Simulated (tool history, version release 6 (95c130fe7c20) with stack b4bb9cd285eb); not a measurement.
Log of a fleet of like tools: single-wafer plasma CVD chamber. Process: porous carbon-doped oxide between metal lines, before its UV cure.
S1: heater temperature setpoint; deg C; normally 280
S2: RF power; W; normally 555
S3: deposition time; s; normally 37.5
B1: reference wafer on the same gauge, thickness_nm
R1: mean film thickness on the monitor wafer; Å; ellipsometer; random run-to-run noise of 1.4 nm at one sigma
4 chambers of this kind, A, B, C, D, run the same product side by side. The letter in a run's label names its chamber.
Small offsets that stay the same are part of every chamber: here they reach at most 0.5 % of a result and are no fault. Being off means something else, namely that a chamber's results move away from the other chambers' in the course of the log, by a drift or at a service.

run,hour,S1,S2,S3,B1,R1
1A,4.3,280,555,37.5,230.85,2417.3
2C,8.9,280,555,37.5,231.32,2423.2
3D,11.6,280,555,37.5,231.04,2421.5
4B,16.5,280,555,37.5,231.12,2429.8
5C,19.9,280,555,37.5,230.73,2418.2
6A,23.4,280,555,37.5,230.84,2449.6
7B,28.5,280,450,33.0,230.93,1878.3
8D,33.1,280,450,33.0,230.63,1882.0
9D,36.7,280,450,33.0,230.86,1853.6
10B,41.8,280,450,33.0,230.91,1856.6
11A,45.0,280,555,37.5,230.87,2428.7
12C,48.4,280,555,37.5,230.88,2414.3
13D,52.6,280,555,37.5,231.04,2415.7
14B,55.6,280,555,37.5,231.02,2415.7
15C,60.1,280,555,37.5,231.10,2432.7
16A,63.1,280,555,37.5,231.41,2450.5
17A,66.9,280,555,37.5,231.16,2426.3
18D,69.5,280,555,37.5,230.78,2423.6
19B,74.3,280,555,37.5,230.76,2432.8
20C,77.0,280,555,37.5,231.01,2429.4
21D,79.4,280,555,37.5,230.89,2449.1
22A,81.9,280,555,37.5,230.94,2451.3
23C,84.8,280,555,37.5,230.90,2415.3
24B,89.5,280,555,37.5,230.89,2434.7
25A,92.7,280,555,37.5,231.14,2424.1
26D,96.5,280,555,37.5,230.85,2430.6
27B,101.5,280,450,37.5,230.88,2105.2
28C,105.0,280,450,37.5,231.15,2078.5
29C,109.2,280,450,37.5,230.98,2085.8
30A,112.9,280,450,37.5,230.82,2109.8
31B,116.4,280,555,37.5,231.37,2423.6
32D,120.1,270,510,37.5,231.14,2440.6
33A,122.7,270,510,37.5,231.20,2451.4

One chamber off, gauge drift, or nothing amiss beyond the chambers' own small offsets? If it is a chamber, which one, and what is the likeliest cause?

No chamber is off and the gauge is stable; the differences are just each chamber's small, constant offset.
